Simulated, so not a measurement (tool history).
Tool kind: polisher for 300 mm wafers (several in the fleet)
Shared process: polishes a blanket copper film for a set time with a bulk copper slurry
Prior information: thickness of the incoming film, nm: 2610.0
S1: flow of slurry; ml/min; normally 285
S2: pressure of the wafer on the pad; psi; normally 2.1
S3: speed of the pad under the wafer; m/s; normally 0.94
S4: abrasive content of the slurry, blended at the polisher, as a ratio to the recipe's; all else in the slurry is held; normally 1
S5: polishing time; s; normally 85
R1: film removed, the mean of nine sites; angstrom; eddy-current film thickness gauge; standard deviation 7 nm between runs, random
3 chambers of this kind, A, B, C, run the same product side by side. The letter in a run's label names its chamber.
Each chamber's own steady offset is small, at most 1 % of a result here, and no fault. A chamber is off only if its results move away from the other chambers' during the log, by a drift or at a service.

run,hour,S1,S2,S3,S4,S5,R1
1A,2.2,285,2.1,0.94,1,85,4680.5
2C,5.3,285,2.1,0.94,1,85,4936.7
3B,8.3,285,2.1,0.94,1,85,4782.5
4C,11.9,285,2.1,0.94,1,85,4799.4
5A,14.2,245,2.1,0.94,1,66,3678.7
6B,18.1,245,2.1,0.94,1,66,3657.8
7A,22.4,245,2.1,0.94,1,66,3671.5
8C,26.3,285,2.1,0.94,1,85,4760.8
9B,30.8,285,2.1,0.94,1,85,4818.8
10B,35.1,285,2.1,0.94,1,85,4814.8
11A,38.8,285,2.1,0.94,1,85,4724.2
12C,42.2,285,2.1,1.2,1,85,6186.5
13B,44.8,285,2.1,1.2,1,85,6177.2
14C,48,285,2.1,1.2,1,85,6129.9
15A,52.4,285,2.1,0.94,1,85,4778.8
16C,55,285,2.1,0.94,1,85,4943
17B,59.6,285,2.1,0.94,1,85,4784.1
# hour 60.9: chamber C: slurry blender recalibrated
# hour 61.4: chamber C: worn pad replaced by a new one
18A,62.9,285,2.1,0.94,1,85,4814.2
19A,67.5,285,2.6,0.68,1,85,4314.2
20C,69.7,285,2.6,0.68,1,85,4300.9
# hour 70: chamber A: worn pad replaced by a new one
21B,71.8,285,2.6,0.68,1,85,4344.4
22A,75.5,285,2.1,0.94,1,85,4821.4
23B,79.4,285,2.1,0.94,1,85,4915.6
24C,82.2,285,2.1,0.94,1,85,4925.6
25C,86.6,285,2.5,0.94,1,85,5887.3
26A,89,285,2.5,0.94,1,85,5818.6
27B,93.2,285,2.5,0.94,1,85,5797.2
28C,97.3,285,2.1,0.94,1,85,4879.2
29B,100.2,285,2.1,0.94,0.9,85,4666.1
30A,104.3,285,2.1,0.94,0.9,85,4742.7
# hour 105.8: chamber A: slurry blender recalibrated
31A,108.2,285,2.1,0.94,0.9,85,4545
32B,111.3,285,2.1,0.94,1,85,4857.2

One chamber off, gauge drift, or nothing amiss beyond the chambers' own small offsets? If it is a chamber, which one, and what is the likeliest cause?

No chamber is off and the gauge is stable; the differences are just each chamber's small, constant offset.
